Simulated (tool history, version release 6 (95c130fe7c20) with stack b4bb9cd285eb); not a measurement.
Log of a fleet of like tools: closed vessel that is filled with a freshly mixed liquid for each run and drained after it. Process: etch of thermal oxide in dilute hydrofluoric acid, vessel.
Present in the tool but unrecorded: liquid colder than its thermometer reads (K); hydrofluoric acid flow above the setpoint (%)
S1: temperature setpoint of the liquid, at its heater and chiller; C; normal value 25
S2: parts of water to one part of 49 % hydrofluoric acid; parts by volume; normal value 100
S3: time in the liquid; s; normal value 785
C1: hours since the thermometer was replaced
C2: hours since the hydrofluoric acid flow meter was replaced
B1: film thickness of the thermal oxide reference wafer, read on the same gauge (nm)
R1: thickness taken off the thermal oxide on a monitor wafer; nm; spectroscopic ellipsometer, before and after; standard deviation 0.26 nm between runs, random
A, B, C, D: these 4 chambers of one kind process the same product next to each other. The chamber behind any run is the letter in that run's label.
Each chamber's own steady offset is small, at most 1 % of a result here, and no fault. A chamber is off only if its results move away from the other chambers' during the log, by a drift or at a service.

run     day  S1   S2    S3      C1      C2      B1      R1
 1B   0.375  25  100   785   124.9  1511.9  89.994  37.764
 2D   0.783  25  100   785   922.3   143.1  89.964  37.974
 3C   1.062  25  100   785  1544.6   180.6  89.973  37.648
 4A   1.312  25  100   785  1882.8  1139.1  89.998  37.997
 5A   1.579  25   80   785  1889.2  1145.5   89.99  48.447
 6B   2.067  25   80   785   165.5  1552.5  90.003  47.738
 7D   2.371  25   80   785   960.4   181.2  89.997  48.631
 8C   2.617  25   80   785  1581.9   217.9  90.015  47.161
 9C   3.017  25  100   785  1591.5   227.5  90.014    37.4
10D   3.329  25  100   785   983.4   204.2  90.002  37.551
11B   3.662  25  100   785   203.8  1590.8  89.997  37.055
12A   4.146  25  100   785  1950.8  1207.1  90.008  37.406
13C   4.388  25  100   785  1624.4   260.4  90.026  37.632
      4.675  -- chamber D: thermometer replaced
14D   4.696  25  100   785     0.6     237  90.016  38.027
15B   4.929  25  100   785   234.2  1621.2  90.004  37.477
16A   5.375  25  100   785  1980.3  1236.6  90.007  36.453
17D   5.867  25  100   785    28.7   265.1  89.979  37.703
18C   6.167  25  100   785  1667.1   303.1  89.986  37.543
19A   6.583  25  100   785  2009.3  1265.6  89.983  36.681
20B       7  25  100   785   283.9  1670.9  90.013  37.234
21C   7.421  23  100   785  1697.2   333.2  89.975  33.985
22B   7.667  23  100   785   299.9  1686.9  89.982  34.678
23A   7.904  23  100   785    2041  1297.3  89.987  33.696
24D   8.138  23  100   785    83.2   319.6  90.003   34.52
25C   8.429  25   70   785  1721.4   357.4  89.993  55.791
26B   8.683  25   70   785   324.3  1711.3  89.988  54.936
27D   9.183  25   70   785   108.3   344.7  90.012  56.262
        9.5  -- chamber C: thermometer replaced
28A   9.658  25   70   785  2083.1  1339.4  89.996  53.185
29B   9.908  25  100   785   353.7  1740.7  90.023  37.502
30D   10.35  25  100   785   136.3   372.7  89.992  38.264
31A  10.729  27  100  1145  2108.8  1365.1  90.036  55.898
32C  11.096  27  100  1145    38.4   421.4  90.014  60.243
33D  11.488  27  100  1145   163.6     400  90.011  59.636
34A  11.733  27  100  1145  2132.9  1389.2  89.979  55.132
35C  12.208  25  100   785    65.1   448.1  90.026   37.64
36B  12.708  25  100   785   420.9  1807.9  90.007  37.741
37B  13.062  25  100   785   429.4  1816.4  90.015  36.568
38C  13.492  25  100   785    95.9   478.9  90.022  37.367
39D  13.862  25  100   785   220.6     457  89.987  37.917
40A  14.362  29  100  1125    2196  1452.3  90.011  57.364

Read the log: is a single chamber off, either drifting away or since a service, is the gauge that measures every chamber drifting, or is nothing wrong beyond small per-chamber offsets? Name any odd chamber and what most likely caused it.

One chamber, A, drifts off from the rest bit by bit.
What lies behind it: liquid colder than its thermometer reads (K) = 2.31.
With only this log, it may be confused with: hydrofluoric acid flow below the setpoint (%).

Chamber A could run next with any of the 4 candidate recipes listed below; each alters the usual settings, and their results appear as question marks. Which one brings its results back in line with what the other chambers deliver on the usual settings?
Counts as in line when no further than this from what the other chambers average on the usual settings: R1 0.91 nm
41A-1  14.721    25  105  755               ?
41A-2  14.721    25  100  805               ?
41A-3  14.721  24.5  100  785               ?
41A-4  14.721  27.5  100  785               ?

Usual-settings mean across the other chambers: R1 37.65 nm
  run      R1
41A-1  31.325
41A-2  35.297
41A-3  33.736
41A-4  37.976
The right change is 41A-4: it brings the chamber back within the allowed miss of the others.
